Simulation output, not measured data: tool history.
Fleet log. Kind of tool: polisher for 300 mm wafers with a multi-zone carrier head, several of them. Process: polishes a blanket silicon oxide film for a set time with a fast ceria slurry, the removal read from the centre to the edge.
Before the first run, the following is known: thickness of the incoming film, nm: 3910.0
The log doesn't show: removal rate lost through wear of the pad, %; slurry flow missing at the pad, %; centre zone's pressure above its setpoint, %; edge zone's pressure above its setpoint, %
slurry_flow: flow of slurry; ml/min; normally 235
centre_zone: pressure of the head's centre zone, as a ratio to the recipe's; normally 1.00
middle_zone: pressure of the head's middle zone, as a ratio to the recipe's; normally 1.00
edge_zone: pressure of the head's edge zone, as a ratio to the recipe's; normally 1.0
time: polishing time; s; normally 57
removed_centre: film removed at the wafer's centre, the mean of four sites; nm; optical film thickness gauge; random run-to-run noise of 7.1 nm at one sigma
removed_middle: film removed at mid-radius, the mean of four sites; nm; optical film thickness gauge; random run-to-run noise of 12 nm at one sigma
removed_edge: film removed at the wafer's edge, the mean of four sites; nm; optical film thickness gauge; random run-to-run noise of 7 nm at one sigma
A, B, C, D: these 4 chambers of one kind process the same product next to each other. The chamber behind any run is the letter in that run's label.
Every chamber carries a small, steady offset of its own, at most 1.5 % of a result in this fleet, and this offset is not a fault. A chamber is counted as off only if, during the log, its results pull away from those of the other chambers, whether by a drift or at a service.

run	hour	slurry_flow	centre_zone	middle_zone	edge_zone	time	wafers polished on this pad	hours since the slurry nozzle was cleaned	hours since the centre zone pressure was calibrated	hours since the edge zone pressure was calibrated	removed_centre	removed_middle	removed_edge
1B	5.8	235	1.00	1.00	1.0	57	271	168.1	308.8	354.3	944.62	968.26	962.89
2C	9.9	235	1.00	1.00	1.0	57	293	29.5	1215.3	181.5	959.31	945.10	951.76
3A	16.9	235	1.00	1.00	1.0	57	951	169.8	489.3	215.0	959.79	954.05	967.86
4D	22.7	235	1.00	1.00	1.0	57	599	440.0	422.2	744.2	970.22	925.09	952.68
# hour 26.1: chamber D: worn pad replaced by a new one
5A	29.3	235	1.00	1.00	1.0	57	1075	182.2	501.7	227.4	969.70	949.29	949.01
6D	36.1	235	1.00	1.00	1.0	57	100	453.4	435.6	757.6	947.73	950.08	949.78
7C	41.3	235	1.00	1.00	1.0	57	606	60.9	1246.7	212.9	944.53	965.33	942.51
# hour 45.0: chamber B: worn pad replaced by a new one
8B	48.8	235	1.00	1.00	1.0	57	38	211.1	351.8	397.3	938.09	951.18	956.19
9C	52.4	235	1.00	1.00	1.0	57	717	72.0	1257.8	224.0	959.12	969.91	955.34
10B	59.7	235	1.10	1.00	1.0	73	147	222.0	362.7	408.2	1362.30	1226.10	1217.90
# hour 65.4: chamber C: centre zone pressure recalibrated
11D	66.7	235	1.10	1.00	1.0	73	405	484.0	466.2	788.2	1349.30	1233.10	1208.30
12A	70.3	235	1.10	1.00	1.0	73	1485	223.2	542.7	268.4	1345.20	1264.10	1224.20
# hour 70.9: chamber B: edge zone pressure recalibrated
13A	74.5	235	1.10	1.00	1.0	73	1527	227.4	546.9	272.6	1353.30	1212.30	1230.20
# hour 79.0: chamber A: worn pad replaced by a new one
14D	81.5	235	1.00	1.00	1.0	43	553	498.8	481.0	803.0	718.17	723.40	720.84
# hour 84.8: chamber C: worn pad replaced by a new one
# hour 85.8: chamber D: worn pad replaced by a new one
15C	88.7	235	1.00	1.00	1.0	43	39	108.3	23.4	260.3	710.40	719.77	715.87
16B	93.9	235	1.00	1.00	1.0	43	489	256.2	396.9	23.0	715.88	707.94	722.21
17D	97.7	235	1.00	1.00	1.0	43	119	515.0	497.2	819.2	719.79	724.19	725.20
18B	102.7	235	1.00	1.05	1.0	57	577	265.0	405.7	31.8	942.99	973.65	960.47
19C	109.4	235	1.00	1.05	1.0	57	246	129.0	44.1	281.0	955.23	1007.80	945.57
20A	116.1	235	1.00	1.05	1.0	57	371	269.0	588.5	314.2	958.38	999.47	954.67
# hour 118.8: chamber B: worn pad replaced by a new one
21B	120.1	235	1.00	1.05	1.0	57	13	282.4	423.1	49.2	950.06	1012.20	959.53
22C	127.1	235	1.00	1.00	1.0	57	423	146.7	61.8	298.7	950.95	948.35	960.26
# hour 131.4: chamber D: centre zone pressure recalibrated
23A	132.4	235	1.00	1.00	1.0	57	534	285.3	604.8	330.5	955.23	950.00	958.53
24D	137.0	235	1.00	1.00	1.0	57	512	554.3	5.6	858.5	1037.40	953.81	947.28
25B	140.6	235	1.00	1.00	1.0	57	218	302.9	443.6	69.7	938.61	952.46	956.10
# hour 141.7: chamber D: worn pad replaced by a new one
26C	144.4	235	1.00	1.00	1.0	57	596	164.0	79.1	316.0	949.71	965.75	950.26
27A	151.2	235	1.00	1.00	1.0	76	722	304.1	623.6	349.3	1251.80	1279.70	1278.10
28D	155.4	235	1.00	1.00	1.0	76	137	572.7	24.0	876.9	1397.40	1275.70	1262.80
29B	162.3	235	1.00	1.00	1.0	76	435	324.6	465.3	91.4	1257.40	1305.90	1269.30
30D	167.1	235	1.00	1.00	1.0	76	254	584.4	35.7	888.6	1394.10	1266.20	1265.60
31A	173.3	235	1.00	1.00	1.0	57	943	326.2	645.7	371.4	952.91	952.91	967.09
32C	176.7	235	1.00	1.00	1.0	57	919	196.3	111.4	348.3	949.01	940.91	947.60
33A	183.3	235	1.00	1.00	1.0	57	1043	336.2	655.7	381.4	957.46	963.08	959.23
# hour 185.5: chamber C: worn pad replaced by a new one
34C	190.6	235	1.00	1.00	1.0	57	51	210.2	125.3	362.2	949.38	935.22	947.04
# hour 192.9: chamber B: worn pad replaced by a new one
35B	194.3	285	1.00	1.00	1.1	57	14	356.6	497.3	123.4	971.25	975.16	1018.30
36D	199.9	285	1.00	1.00	1.1	57	582	617.2	68.5	921.4	1074.10	959.99	1013.20
# hour 203.0: chamber D: worn pad replaced by a new one
37D	205.3	285	1.00	1.00	1.1	57	23	622.6	73.9	926.8	1082.90	945.39	1020.10
38B	209.1	285	1.00	1.00	1.1	57	162	371.4	512.1	138.2	960.60	943.92	1025.20
39C	215.4	235	1.00	1.00	1.0	57	299	235.0	150.1	387.0	938.60	952.98	953.03
# hour 220.5: chamber A: worn pad replaced by a new one
40A	220.8	235	1.00	1.00	1.0	57	3	373.7	693.2	418.9	957.56	959.58	956.55
41B	224.5	235	1.07	1.00	1.0	65	316	386.8	527.5	153.6	1152.00	1098.00	1094.40
42C	232.1	235	1.07	1.00	1.0	65	466	251.7	166.8	403.7	1148.30	1093.50	1076.90
43D	237.7	235	1.07	1.00	1.0	65	347	655.0	106.3	959.2	1289.80	1088.10	1101.90

All 4 chambers run these settings next. Forecast each chamber's results:
44A	243.2	235	1.00	1.00	1.0	57					?	?	?
44B	243.2	235	1.00	1.00	1.0	57					?	?	?
44C	243.2	235	1.00	1.00	1.0	57					?	?	?
44D	243.2	235	1.00	1.00	1.0	57					?	?	?

run	removed_centre	removed_middle	removed_edge
44A	948.91	980.92	965.86
44B	947.17	948.59	946.23
44C	948.62	957.65	949.56
44D	1053.50	922.72	945.97
